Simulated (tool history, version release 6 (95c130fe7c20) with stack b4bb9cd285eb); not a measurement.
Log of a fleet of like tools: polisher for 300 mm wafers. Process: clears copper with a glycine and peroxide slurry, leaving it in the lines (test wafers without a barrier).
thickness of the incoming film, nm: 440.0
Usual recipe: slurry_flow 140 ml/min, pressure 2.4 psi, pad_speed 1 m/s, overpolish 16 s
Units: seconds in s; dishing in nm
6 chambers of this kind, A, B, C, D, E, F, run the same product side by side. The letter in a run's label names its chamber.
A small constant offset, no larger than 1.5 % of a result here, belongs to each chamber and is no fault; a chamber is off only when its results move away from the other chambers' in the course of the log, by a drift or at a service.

run   hour  slurry_flow  pressure  pad_speed  overpolish  wafers polished on this pad  hours since the slurry nozzle was cleaned  hours since the head pressure was calibrated  seconds  dishing
 1C     14          140       2.4          1          16                          213                                      131.9                                         286.1   99.988   46.794
 2F   26.1          140       2.4          1          16                          255                                        609                                         603.7   97.567   47.635
 3B   38.4          140       2.4          1          16                          637                                      369.1                                          1158   98.673   47.822
 4A   47.6          140       2.4          1          16                          354                                        246                                         315.6   101.98   46.667
 5E   61.7          140       2.4          1          16                          692                                      552.4                                         521.5   98.473   46.645
      74.9  -- chamber E: worn pad replaced by a new one
 6D   75.2          140       2.4          1          16                          613                                      333.8                                         143.6   101.51   45.971
 7A   84.2          140       2.4          1          16                          627                                      282.6                                         352.2   97.811   46.833
      88.5  -- chamber B: worn pad replaced by a new one
 8C   93.8          140       2.4          1          16                          807                                      211.7                                         365.9    99.29   46.548
     101.4  -- chamber F: worn pad replaced by a new one
 9E  107.1          140       2.4          1          16                          240                                      597.8                                         566.9   100.09   46.747
10F  117.2          140       2.4          1          16                          117                                      700.1                                         694.8   96.501   46.672
     123.1  -- chamber A: worn pad replaced by a new one
     124.4  -- chamber D: worn pad replaced by a new one
11B  127.2          140       2.4          1          16                          288                                      457.9                                        1246.8   100.27   47.241
12D    140          140       2.4          1          16                          116                                      398.6                                         208.4   98.414   46.731
     147.8  -- chamber B: head pressure recalibrated
13E  149.1          140       2.4          1          16                          552                                      639.8                                         608.9   98.518   47.195
     151.3  -- chamber B: slurry nozzle cleaned
14D  161.1          140       2.4          1          16                          273                                      419.7                                         229.5   99.722   46.782
     164.6  -- chamber E: worn pad replaced by a new one
     173.1  -- chamber F: slurry nozzle cleaned
15C  175.4          140       2.4          1          16                         1414                                      293.3                                         447.5    99.47   47.045
     176.8  -- chamber C: head pressure recalibrated
16F  184.9          140       2.4          1          21                          621                                       11.9                                         762.5   100.07   58.563
17B    194          140       2.4          1          21                          785                                       42.7                                          46.3   98.486   58.612
     196.1  -- chamber C: worn pad replaced by a new one
18A  205.7          140       2.4          1          21                          614                                      404.1                                         473.7   99.381   57.512
19E  214.9          140       2.4          1          21                          374                                      705.6                                         674.7   100.02   58.346
     220.9  -- chamber E: slurry nozzle cleaned
20F  223.2          140       2.4          1          21                          906                                       50.2                                         800.8   98.261   58.861
     224.8  -- chamber F: worn pad replaced by a new one
21C    236          140       2.4          1          21                          297                                      353.9                                          59.3   92.008   61.102
22D  244.5          140       2.4        0.8          16                          894                                      503.1                                         312.9   118.62    40.77
     248.8  -- chamber A: worn pad replaced by a new one
     251.3  -- chamber E: worn pad replaced by a new one
23A  254.1          140       2.4        0.8          16                           40                                      452.5                                         522.1   120.33    41.12
     260.2  -- chamber B: worn pad replaced by a new one
24B  263.6          140       2.4        0.8          16                           25                                      112.3                                         115.9   118.73   40.185
     265.8  -- chamber D: worn pad replaced by a new one
25F  275.3          140       2.4        0.8          16                          376                                      102.3                                         852.9   119.68   40.356
26C  282.4          140       2.4        0.8          16                          642                                      400.3                                         105.7   113.29   42.914
     282.6  -- chamber E: head pressure recalibrated
27E  295.7          140       2.4        0.8          16                          330                                       74.9                                          13.1   117.54   41.179
28A  308.4          140       2.4          1          16                          444                                      506.8                                         576.4   99.105   46.075
29B  317.3          140       2.4          1          16                          424                                        166                                         169.6   100.13   46.692
30D  331.7          140       2.4          1          16                          490                                      590.3                                         400.1   101.24   47.682
     337.7  -- chamber F: worn pad replaced by a new one
31F    342          140       2.4          1          16                           32                                        169                                         919.6   96.719   47.845
32A  350.8          140       2.9          1          16                          759                                      549.2                                         618.8   86.201   53.636
     353.2  -- chamber E: worn pad replaced by a new one
33E  363.2          140       2.9          1          16                           75                                      142.4                                          80.6    85.11   53.276
34B  376.8          140       2.9          1          16                          867                                      225.5                                         229.1   84.547   53.697
       379  -- chamber C: slurry nozzle cleaned
     390.6  -- chamber B: worn pad replaced by a new one
35D  390.8          140       2.9          1          16                          930                                      649.4                                         459.2   87.315   52.458
     392.2  -- chamber A: worn pad replaced by a new one
     393.5  -- chamber C: worn pad replaced by a new one
36C  398.7          140       2.9          1          16                           39                                       19.7                                           222   79.425   55.961
     410.1  -- chamber D: worn pad replaced by a new one
37F  412.7          140       2.9          1          16                          558                                      239.7                                         990.3   83.423   54.264
38C  420.7          140       2.4          1          16                          202                                       41.7                                           244   93.316   49.502
39D  435.1          140       2.4          1          16                          186                                      693.7                                         503.5   97.486   46.531
40B  446.4          160       2.4          1          23                          415                                      295.1                                         298.7   95.095   62.078
     448.4  -- chamber E: worn pad replaced by a new one
41E  455.8          160       2.4          1          23                           55                                        235                                         173.2   96.491   63.271
42A    471          160       2.4          1          23                          586                                      669.4                                           739   95.587   64.202
43D  480.2          160       2.4          1          23                          521                                      738.8                                         548.6   100.31   62.917
44E  496.1          160       2.4          1          23                          355                                      275.3                                         213.5   97.547   64.439

One chamber off, gauge drift, or nothing amiss beyond the chambers' own small offsets? If it is a chamber, which one, and what is the likeliest cause?

Chamber C came out of a service off from its peers and stayed that way.
Cause: head's pressure above its setpoint, % = 8.91.

Chamber C could run next with any of the 4 candidate recipes listed below; each alters the usual settings, and their results appear as question marks. Which one brings its results back in line with what the other chambers deliver on the usual settings?
In line here means within this much of the mean the other chambers give on the usual settings: seconds 4.1 s; dishing 1.9 nm
45C-1  507.5          145       2.6        1.1          16                                                                                                                              ?        ?
45C-2  507.5          135       2.2       0.92          16                                                                                                                              ?        ?
45C-3  507.5          140       2.3       0.96          16                                                                                                                              ?        ?
45C-4  507.5          140       2.5       1.04          16                                                                                                                              ?        ?

Average result of the remaining chambers running the usual settings: seconds 99.44 s; dishing 46.833 nm
  run  seconds  dishing
45C-1   79.061   56.437
45C-2   106.32   44.404
45C-3   98.505     47.3
45C-4   86.174   52.737
45C-3 brings the chamber back in line.

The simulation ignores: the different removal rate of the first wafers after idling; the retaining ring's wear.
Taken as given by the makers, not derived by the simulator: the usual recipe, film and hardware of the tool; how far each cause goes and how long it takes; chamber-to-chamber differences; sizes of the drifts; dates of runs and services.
